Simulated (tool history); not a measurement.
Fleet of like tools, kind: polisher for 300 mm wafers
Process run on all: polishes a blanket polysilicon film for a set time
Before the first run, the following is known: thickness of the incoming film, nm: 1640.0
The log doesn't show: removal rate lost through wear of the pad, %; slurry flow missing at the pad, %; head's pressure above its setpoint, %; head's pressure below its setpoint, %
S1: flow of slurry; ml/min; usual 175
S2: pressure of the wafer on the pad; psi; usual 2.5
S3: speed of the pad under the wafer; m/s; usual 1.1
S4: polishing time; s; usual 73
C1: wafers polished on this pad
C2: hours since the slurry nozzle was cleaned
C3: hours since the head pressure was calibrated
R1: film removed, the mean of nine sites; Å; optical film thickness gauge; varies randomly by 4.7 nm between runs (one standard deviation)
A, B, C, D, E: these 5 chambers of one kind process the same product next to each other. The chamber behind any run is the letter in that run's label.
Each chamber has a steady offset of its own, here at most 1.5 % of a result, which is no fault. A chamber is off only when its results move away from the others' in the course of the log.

run	hour	S1	S2	S3	S4	C1	C2	C3	R1
1B	6.2	175	2.5	1.1	73	743	197.9	268.1	7137.1
# hour 7.6: chamber A: head pressure recalibrated
2C	10.5	175	2.5	1.1	73	257	132	715.4	7206.8
# hour 16: chamber D: worn pad replaced by a new one
3D	18.6	175	2.5	1.1	73	31	266.2	301.3	7036.6
# hour 19.3: chamber B: worn pad replaced by a new one
4A	26.2	175	2.5	1.1	73	890	47.5	18.6	7127.3
# hour 28.6: chamber E: worn pad replaced by a new one
5E	30.3	175	2.5	1.1	73	20	65.3	616.3	7309.7
# hour 35.3: chamber A: worn pad replaced by a new one
6E	37.2	175	2.5	1.1	73	102	72.2	623.2	7111.3
7B	41.7	175	2.5	1.1	73	265	233.4	303.6	7138.9
8D	47.9	175	2.5	1.1	73	378	295.5	330.6	7036
# hour 51.9: chamber C: worn pad replaced by a new one
9A	53.5	175	2.5	1.1	73	215	74.8	45.9	7075.4
10C	61.8	175	2.5	1.1	73	118	183.3	766.7	7158
11E	66.6	175	2.5	1.1	73	450	101.6	652.6	7148.8
# hour 70.2: chamber D: slurry nozzle cleaned
12B	70.8	175	2.5	1.1	73	609	262.5	332.7	7118.3
13D	79.6	175	2.5	1.1	73	753	9.4	362.3	7125.4
14C	84.4	175	2.5	1.1	53	385	205.9	789.3	5277.3
15A	91.7	175	2.5	1.1	53	667	113	84.1	5220.4
# hour 93.6: chamber D: worn pad replaced by a new one
# hour 98.9: chamber B: worn pad replaced by a new one
16A	98.9	175	2.5	1.1	53	753	120.2	91.3	5196.5
17C	105.9	175	2.5	1.1	53	640	227.4	810.8	5181.9
18E	113.9	175	2.5	1.1	53	1010	148.9	699.9	5255.8
# hour 116.9: chamber A: worn pad replaced by a new one
# hour 118.6: chamber C: worn pad replaced by a new one
19B	122.5	175	2.5	1.1	73	280	314.2	384.4	7210.3
20D	131	175	2.5	1.1	73	442	60.8	413.7	7026.7
# hour 131.1: chamber E: worn pad replaced by a new one
# hour 134: chamber B: head pressure recalibrated
21D	136.3	175	2.5	1.1	64	505	66.1	419	6270.1
# hour 144.3: chamber E: head pressure recalibrated
22B	144.6	175	2.5	1.1	64	542	336.3	10.7	6340.3
23C	152.5	175	2.5	1.1	64	402	274	857.4	6319.8
24A	158.5	175	2.5	1.1	64	493	179.8	150.9	6205.4
25E	166.8	175	2.5	1.1	64	423	201.8	22.6	6627.4
26A	171	175	2.5	1.1	73	641	192.3	163.4	7191.9
# hour 173.4: chamber B: worn pad replaced by a new one
27D	176	175	2.5	1.1	73	975	105.8	458.7	7104.8
# hour 176.9: chamber D: head pressure recalibrated
# hour 179.7: chamber C: worn pad replaced by a new one
28C	182.8	175	2.5	1.1	73	36	304.3	887.7	7170.5
# hour 188.8: chamber D: worn pad replaced by a new one
29B	189.1	175	2.5	1.1	73	186	380.8	55.2	7113.6
# hour 195.1: chamber A: worn pad replaced by a new one
30E	196.5	175	2.5	1.1	73	775	231.5	52.3	7723.5
31E	205.5	175	2.5	1.1	73	881	240.5	61.3	7609.7
32A	213.5	175	2.5	1.1	73	218	234.8	205.9	7113.6
33C	221.1	175	2.5	1.1	73	490	342.6	926	7293.4
# hour 225: chamber E: slurry nozzle cleaned
34D	225.7	175	2.5	1.1	73	437	155.5	48.9	7054.3
35B	231.7	175	2.5	0.9	73	691	423.4	97.8	5784
36E	236	175	2.5	0.9	73	1243	11	91.8	6191.4
37B	242.3	175	2.5	0.9	73	816	434	108.4	5784
38D	247.6	175	2.5	0.9	73	696	177.4	70.8	5851.9

Next, every chamber runs the same settings. What will each give?
39A	254.1	175	2.5	1.32	73				?
39B	254.1	175	2.5	1.32	73				?
39C	254.1	175	2.5	1.32	73				?
39D	254.1	175	2.5	1.32	73				?
39E	254.1	175	2.5	1.32	73				?

run	R1
39A	8604.2
39B	8499.9
39C	8603.1
39D	8516.2
39E	9239.4
